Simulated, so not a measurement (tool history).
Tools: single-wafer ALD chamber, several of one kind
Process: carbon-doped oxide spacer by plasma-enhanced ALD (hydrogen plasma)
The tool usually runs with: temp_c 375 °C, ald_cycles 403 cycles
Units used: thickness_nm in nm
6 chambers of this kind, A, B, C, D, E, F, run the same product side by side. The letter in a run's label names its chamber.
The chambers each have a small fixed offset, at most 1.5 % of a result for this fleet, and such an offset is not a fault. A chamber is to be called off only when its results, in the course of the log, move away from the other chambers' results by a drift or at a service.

| run | hour | temp_c | ald_cycles | hours since the last thermocouple change | read-back reference wafer on the same gauge, thickness_nm | thickness_nm |
|---|---|---|---|---|---|---|
| 1F | 11.9 | 375 | 403 | 1901.6 | 19.294 | 20.263 |
| 2C | 22.9 | 375 | 403 | 905.4 | 19.298 | 19.825 |
| 3E | 31.8 | 375 | 403 | 2270.3 | 19.3 | 20.117 |
| 4B | 40.9 | 375 | 403 | 356.4 | 19.3 | 20.096 |
| 5A | 51.7 | 375 | 403 | 816.3 | 19.306 | 20.102 |
| 6D | 57.9 | 375 | 403 | 2054.8 | 19.303 | 20.052 |
| 7B | 67.2 | 375 | 403 | 382.7 | 19.301 | 20.16 |
| 8E | 72.9 | 375 | 403 | 2311.4 | 19.292 | 20.238 |
| 9F | 85.9 | 366 | 342 | 1975.6 | 19.292 | 17.218 |
| 10A | 94.2 | 366 | 342 | 858.8 | 19.301 | 17.094 |
| 11D | 100.2 | 366 | 342 | 2097.1 | 19.291 | 17.037 |
| 12C | 109.7 | 366 | 342 | 992.2 | 19.301 | 16.887 |
| 13B | 121.5 | 366 | 342 | 437 | 19.315 | 17.14 |
| 14E | 133.3 | 366 | 342 | 2371.8 | 19.296 | 17.171 |
| 15C | 140.7 | 375 | 403 | 1023.2 | 19.285 | 19.883 |
| 16F | 149.4 | 375 | 403 | 2039.1 | 19.303 | 20.253 |
| 17D | 160.3 | 375 | 403 | 2157.2 | 19.303 | 20.051 |
| 18A | 171.3 | 375 | 403 | 935.9 | 19.304 | 20.032 |
| 19D | 184.2 | 375 | 403 | 2181.1 | 19.297 | 20.11 |
| 20C | 195 | 375 | 348 | 1077.5 | 19.291 | 17.205 |
| 21A | 207.2 | 375 | 348 | 971.8 | 19.308 | 17.381 |
| 22E | 217.3 | 375 | 348 | 2455.8 | 19.303 | 17.396 |
| 23B | 224.4 | 375 | 348 | 539.9 | 19.283 | 17.326 |
| 24F | 236.7 | 375 | 348 | 2126.4 | 19.301 | 17.431 |
| 25B | 246.6 | 375 | 348 | 562.1 | 19.306 | 17.366 |
| 26A | 253.2 | 375 | 403 | 1017.8 | 19.303 | 20.137 |
| 27D | 266.2 | 375 | 403 | 2263.1 | 19.305 | 20.109 |
| 28E | 277.6 | 375 | 403 | 2516.1 | 19.314 | 20.18 |
| 29C | 283.3 | 375 | 403 | 1165.8 | 19.306 | 19.814 |
| 30F | 292.6 | 375 | 403 | 2182.3 | 19.302 | 20.15 |
| 31B | 300.3 | 375 | 403 | 615.8 | 19.307 | 20.116 |
| 32F | 309.6 | 375 | 403 | 2199.3 | 19.301 | 20.137 |
| 33E | 320.7 | 375 | 403 | 2559.2 | 19.3 | 20.233 |
| 34D | 327.6 | 375 | 403 | 2324.5 | 19.3 | 20.07 |
| 35C | 336 | 375 | 403 | 1218.5 | 19.301 | 19.844 |
| 36A | 342 | 375 | 403 | 1106.6 | 19.303 | 20.074 |
| 37F | 350.5 | 375 | 403 | 2240.2 | 19.297 | 20.302 |
| 38E | 361.8 | 367 | 481 | 2600.3 | 19.3 | 24.119 |

Is one chamber out of step, is the gauge drifting, or do the chambers differ by no more than their own small offsets? For an off chamber, give its letter and the likeliest cause.

All chambers stay in line apart from their small fixed offsets, and the gauge does not drift.
